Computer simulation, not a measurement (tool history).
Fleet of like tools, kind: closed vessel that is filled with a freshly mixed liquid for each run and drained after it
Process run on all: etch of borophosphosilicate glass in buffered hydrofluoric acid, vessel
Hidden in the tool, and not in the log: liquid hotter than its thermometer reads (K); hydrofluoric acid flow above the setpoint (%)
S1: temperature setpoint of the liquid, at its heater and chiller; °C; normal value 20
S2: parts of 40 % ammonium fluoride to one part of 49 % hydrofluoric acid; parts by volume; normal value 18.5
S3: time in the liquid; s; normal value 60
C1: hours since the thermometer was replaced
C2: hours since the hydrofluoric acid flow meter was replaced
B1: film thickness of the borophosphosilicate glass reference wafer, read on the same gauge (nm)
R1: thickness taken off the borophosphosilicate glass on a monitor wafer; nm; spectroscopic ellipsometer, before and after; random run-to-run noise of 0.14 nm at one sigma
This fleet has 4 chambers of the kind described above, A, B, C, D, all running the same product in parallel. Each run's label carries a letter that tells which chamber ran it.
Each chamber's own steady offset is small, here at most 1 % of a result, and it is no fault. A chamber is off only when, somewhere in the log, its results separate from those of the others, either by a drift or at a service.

run 1A hour=5.5 | S1=20 S2=18.5 S3=60 | C1=2036 C2=1048.2 | B1=119.98 | R1=45.77
run 2D hour=13.9 | S1=20 S2=18.5 S3=60 | C1=336.4 C2=506 | B1=120 | R1=45.567
run 3C hour=21.2 | S1=20 S2=18.5 S3=60 | C1=1606.2 C2=848.7 | B1=120.05 | R1=45.513
run 4B hour=25.8 | S1=20 S2=18.5 S3=60 | C1=33.8 C2=1123.4 | B1=119.98 | R1=45.127
run 5C hour=30.3 | S1=20 S2=18.5 S3=60 | C1=1615.3 C2=857.8 | B1=120 | R1=45.329
run 6D hour=34.2 | S1=17 S2=18.5 S3=60 | C1=356.7 C2=526.3 | B1=120.01 | R1=38.041
run 7A hour=38 | S1=17 S2=18.5 S3=60 | C1=2068.5 C2=1080.7 | B1=119.99 | R1=38.794
run 8B hour=42.1 | S1=17 S2=18.5 S3=60 | C1=50.1 C2=1139.7 | B1=120.04 | R1=38.413
run 9C hour=46.3 | S1=17 S2=18.5 S3=60 | C1=1631.3 C2=873.8 | B1=120.02 | R1=38.103
run 10D hour=52.8 | S1=20 S2=18.5 S3=60 | C1=375.3 C2=544.9 | B1=120.02 | R1=45.163
run 11A hour=57.5 | S1=20 S2=18.5 S3=60 | C1=2088 C2=1100.2 | B1=119.97 | R1=45.67
run 12B hour=63.6 | S1=20 S2=18.5 S3=60 | C1=71.6 C2=1161.2 | B1=120.01 | R1=45.169
run 13A hour=68.3 | S1=20 S2=18.5 S3=60 | C1=2098.8 C2=1111 | B1=120.01 | R1=45.611
run 14C hour=76.3 | S1=20 S2=18.5 S3=60 | C1=1661.3 C2=903.8 | B1=120 | R1=45.242
run 15D hour=81.3 | S1=20 S2=18.5 S3=60 | C1=403.8 C2=573.4 | B1=120 | R1=45.454
run 16B hour=85.7 | S1=20 S2=18.5 S3=60 | C1=93.7 C2=1183.3 | B1=119.98 | R1=45.233
run 17A hour=92.7 | S1=20 S2=18.5 S3=60 | C1=2123.2 C2=1135.4 | B1=120 | R1=45.924
run 18C hour=101 | S1=20 S2=18.5 S3=60 | C1=1686 C2=928.5 | B1=120.01 | R1=45.192
run 19B hour=109.2 | S1=20 S2=18.5 S3=60 | C1=117.2 C2=1206.8 | B1=119.99 | R1=45.406
run 20D hour=114.7 | S1=20 S2=18.5 S3=60 | C1=437.2 C2=606.8 | B1=119.98 | R1=45.192
run 21A hour=120.2 | S1=20 S2=18.5 S3=60 | C1=2150.7 C2=1162.9 | B1=120.03 | R1=45.629
-- hour=122.3 chamber A: hydrofluoric acid flow meter replaced
run 22D hour=125 | S1=20 S2=18.5 S3=70 | C1=447.5 C2=617.1 | B1=120.02 | R1=52.734
run 23C hour=132.3 | S1=20 S2=18.5 S3=70 | C1=1717.3 C2=959.8 | B1=120.01 | R1=52.865
run 24B hour=136.7 | S1=20 S2=18.5 S3=70 | C1=144.7 C2=1234.3 | B1=119.95 | R1=52.798
run 25B hour=145.3 | S1=20 S2=18.5 S3=70 | C1=153.3 C2=1242.9 | B1=119.96 | R1=53.134
run 26D hour=153.5 | S1=20 S2=18.5 S3=60 | C1=476 C2=645.6 | B1=120.02 | R1=45.275
run 27C hour=158 | S1=20 S2=18.5 S3=60 | C1=1743 C2=985.5 | B1=120.01 | R1=45.363
run 28A hour=162.2 | S1=20 S2=18.5 S3=60 | C1=2192.7 C2=39.9 | B1=120.03 | R1=45.676
run 29A hour=168.7 | S1=20 S2=18.5 S3=60 | C1=2199.2 C2=46.4 | B1=120.03 | R1=45.767
run 30D hour=174.7 | S1=20 S2=18.5 S3=60 | C1=497.2 C2=666.8 | B1=120.01 | R1=45.064
run 31B hour=181.8 | S1=20 S2=18.5 S3=60 | C1=189.8 C2=1279.4 | B1=119.98 | R1=45.243
run 32C hour=188.9 | S1=20 S2=18.5 S3=60 | C1=1773.9 C2=1016.4 | B1=119.97 | R1=45.176
run 33D hour=193.7 | S1=20 S2=18.5 S3=60 | C1=516.2 C2=685.8 | B1=120.01 | R1=45.373
run 34B hour=201.8 | S1=20 S2=18.5 S3=60 | C1=209.8 C2=1299.4 | B1=119.99 | R1=45.476
run 35A hour=209.8 | S1=20 S2=18.5 S3=60 | C1=2240.3 C2=87.5 | B1=120 | R1=45.669
run 36C hour=216.5 | S1=20 S2=18.5 S3=60 | C1=1801.5 C2=1044 | B1=120 | R1=45.394
run 37A hour=221.8 | S1=20 S2=18.5 S3=60 | C1=2252.3 C2=99.5 | B1=120.03 | R1=45.599
run 38B hour=226.6 | S1=20 S2=18.5 S3=60 | C1=234.6 C2=1324.2 | B1=120.01 | R1=45.35
run 39D hour=230.8 | S1=20 S2=18.5 S3=60 | C1=553.3 C2=722.9 | B1=119.99 | R1=45.396
run 40C hour=235.1 | S1=20 S2=18.5 S3=60 | C1=1820.1 C2=1062.6 | B1=120.03 | R1=45.122
run 41A hour=239.1 | S1=20 S2=18.5 S3=60 | C1=2269.6 C2=116.8 | B1=120 | R1=45.819
run 42D hour=243 | S1=20 S2=18.5 S3=60 | C1=565.5 C2=735.1 | B1=120.03 | R1=45.179
run 43B hour=248.6 | S1=20 S2=18.5 S3=60 | C1=256.6 C2=1346.2 | B1=120.01 | R1=45.31
run 44C hour=256.2 | S1=20 S2=18.5 S3=60 | C1=1841.2 C2=1083.7 | B1=120 | R1=45.249

Is one chamber out of step, is the gauge drifting, or do the chambers differ by no more than their own small offsets? For an off chamber, give its letter and the likeliest cause.

Neither any chamber nor the gauge drifts; the chambers differ only by their own small, steady offsets.
